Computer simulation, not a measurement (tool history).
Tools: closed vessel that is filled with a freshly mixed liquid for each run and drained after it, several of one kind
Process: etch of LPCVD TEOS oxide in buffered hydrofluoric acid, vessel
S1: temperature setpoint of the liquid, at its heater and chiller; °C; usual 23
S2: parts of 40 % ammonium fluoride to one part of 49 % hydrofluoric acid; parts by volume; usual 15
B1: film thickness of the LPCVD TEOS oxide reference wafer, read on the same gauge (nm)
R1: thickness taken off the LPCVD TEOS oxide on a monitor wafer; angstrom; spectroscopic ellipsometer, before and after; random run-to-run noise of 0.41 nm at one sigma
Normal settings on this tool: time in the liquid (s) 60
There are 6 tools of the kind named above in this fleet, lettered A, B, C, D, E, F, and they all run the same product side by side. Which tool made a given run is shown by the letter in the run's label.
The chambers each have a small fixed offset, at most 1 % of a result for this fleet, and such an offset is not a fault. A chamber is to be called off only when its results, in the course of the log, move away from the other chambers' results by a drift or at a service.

{"run": "1E", "hour": 2.5, "S1": 23, "S2": 15, "time in the liquid (s)": 60, "B1": 40.003, "R1": 1077.2}
{"run": "2A", "hour": 5.6, "S1": 23, "S2": 15, "time in the liquid (s)": 60, "B1": 40.015, "R1": 1102.7}
{"run": "3B", "hour": 8.3, "S1": 23, "S2": 15, "time in the liquid (s)": 60, "B1": 39.964, "R1": 1099.7}
{"run": "4C", "hour": 11.9, "S1": 23, "S2": 15, "time in the liquid (s)": 60, "B1": 39.973, "R1": 1084.4}
{"run": "5F", "hour": 16.9, "S1": 23, "S2": 15, "time in the liquid (s)": 60, "B1": 40, "R1": 1089.2}
{"run": "6D", "hour": 21.8, "S1": 23, "S2": 15, "time in the liquid (s)": 60, "B1": 39.96, "R1": 1091.4}
{"run": "7C", "hour": 26.1, "S1": 23, "S2": 15, "time in the liquid (s)": 60, "B1": 39.976, "R1": 1084.8}
{"run": "8F", "hour": 30.9, "S1": 23, "S2": 15, "time in the liquid (s)": 60, "B1": 40.003, "R1": 1085}
{"run": "9D", "hour": 33.9, "S1": 23, "S2": 15, "time in the liquid (s)": 60, "B1": 39.985, "R1": 1090.9}
{"run": "10E", "hour": 38.9, "S1": 23, "S2": 15, "time in the liquid (s)": 60, "B1": 39.993, "R1": 1074.8}
{"run": "11B", "hour": 42.0, "S1": 23, "S2": 15, "time in the liquid (s)": 60, "B1": 40, "R1": 1098.9}
{"run": "12A", "hour": 45.0, "S1": 23, "S2": 15, "time in the liquid (s)": 60, "B1": 39.982, "R1": 1095.1}
{"run": "13D", "hour": 50.1, "S1": 19.5, "S2": 10, "time in the liquid (s)": 60, "B1": 40.005, "R1": 1335.1}
{"run": "14A", "hour": 55.2, "S1": 19.5, "S2": 10, "time in the liquid (s)": 60, "B1": 40.03, "R1": 1345.2}
{"run": "15C", "hour": 58.9, "S1": 19.5, "S2": 10, "time in the liquid (s)": 60, "B1": 39.997, "R1": 1320.1}
{"run": "16F", "hour": 61.6, "S1": 19.5, "S2": 10, "time in the liquid (s)": 60, "B1": 39.995, "R1": 1333.5}
{"run": "17E", "hour": 64.1, "S1": 19.5, "S2": 10, "time in the liquid (s)": 60, "B1": 39.988, "R1": 1322.8}
{"run": "18B", "hour": 67.5, "S1": 19.5, "S2": 10, "time in the liquid (s)": 60, "B1": 40.001, "R1": 1346.5}
{"run": "19D", "hour": 70.7, "S1": 23, "S2": 15, "time in the liquid (s)": 60, "B1": 40.011, "R1": 1097.9}
{"run": "20A", "hour": 75.4, "S1": 23, "S2": 15, "time in the liquid (s)": 60, "B1": 40.002, "R1": 1098.3}
{"run": "21C", "hour": 78.7, "S1": 23, "S2": 15, "time in the liquid (s)": 60, "B1": 39.99, "R1": 1097.6}
{"run": "22F", "hour": 82.2, "S1": 20, "S2": 15, "time in the liquid (s)": 60, "B1": 40.008, "R1": 924.19}
{"run": "23E", "hour": 84.8, "S1": 20, "S2": 15, "time in the liquid (s)": 60, "B1": 40.028, "R1": 920.72}
{"run": "24B", "hour": 88.0, "S1": 20, "S2": 15, "time in the liquid (s)": 60, "B1": 39.99, "R1": 928.13}
{"run": "25B", "hour": 93.0, "S1": 20, "S2": 15, "time in the liquid (s)": 60, "B1": 40.003, "R1": 934.93}
{"run": "26E", "hour": 95.4, "S1": 20, "S2": 15, "time in the liquid (s)": 60, "B1": 40.018, "R1": 915.32}
{"run": "27A", "hour": 99.9, "S1": 20, "S2": 15, "time in the liquid (s)": 60, "B1": 39.981, "R1": 930.82}
{"run": "28F", "hour": 102.2, "S1": 23, "S2": 15, "time in the liquid (s)": 60, "B1": 39.975, "R1": 1089.1}
{"run": "29D", "hour": 106.3, "S1": 23, "S2": 15, "time in the liquid (s)": 60, "B1": 40.031, "R1": 1098.2}
{"run": "30C", "hour": 110.7, "S1": 23, "S2": 15, "time in the liquid (s)": 60, "B1": 40.03, "R1": 1088.2}
{"run": "31F", "hour": 114.6, "S1": 23, "S2": 15, "time in the liquid (s)": 60, "B1": 40.012, "R1": 1096}
{"run": "32B", "hour": 119.7, "S1": 23, "S2": 15, "time in the liquid (s)": 60, "B1": 39.976, "R1": 1094.4}
{"hour": 121.4, "done": "chamber C: hydrofluoric acid flow meter replaced"}
{"run": "33C", "hour": 122.7, "S1": 23, "S2": 15, "time in the liquid (s)": 60, "B1": 40.02, "R1": 1091.3}
{"run": "34D", "hour": 127.9, "S1": 23, "S2": 15, "time in the liquid (s)": 60, "B1": 39.991, "R1": 1096.3}
{"hour": 129.8, "done": "chamber A: thermometer replaced"}
{"run": "35E", "hour": 132.3, "S1": 23, "S2": 15, "time in the liquid (s)": 60, "B1": 40.025, "R1": 1085.2}
{"run": "36A", "hour": 137.1, "S1": 23, "S2": 15, "time in the liquid (s)": 60, "B1": 39.973, "R1": 1091.9}
{"run": "37F", "hour": 139.4, "S1": 23, "S2": 15, "time in the liquid (s)": 60, "B1": 40.011, "R1": 1095.5}

Next, every chamber runs the same settings. What will each give?
{"run": "38A", "hour": 143.2, "S1": 20.5, "S2": 15, "time in the liquid (s)": 60, "R1": "?"}
{"run": "38B", "hour": 143.2, "S1": 20.5, "S2": 15, "time in the liquid (s)": 60, "R1": "?"}
{"run": "38C", "hour": 143.2, "S1": 20.5, "S2": 15, "time in the liquid (s)": 60, "R1": "?"}
{"run": "38D", "hour": 143.2, "S1": 20.5, "S2": 15, "time in the liquid (s)": 60, "R1": "?"}
{"run": "38E", "hour": 143.2, "S1": 20.5, "S2": 15, "time in the liquid (s)": 60, "R1": "?"}
{"run": "38F", "hour": 143.2, "S1": 20.5, "S2": 15, "time in the liquid (s)": 60, "R1": "?"}

run=38A R1=959.23
run=38B R1=956.17
run=38C R1=950.41
run=38D R1=949.81
run=38E R1=942.94
run=38F R1=954.29
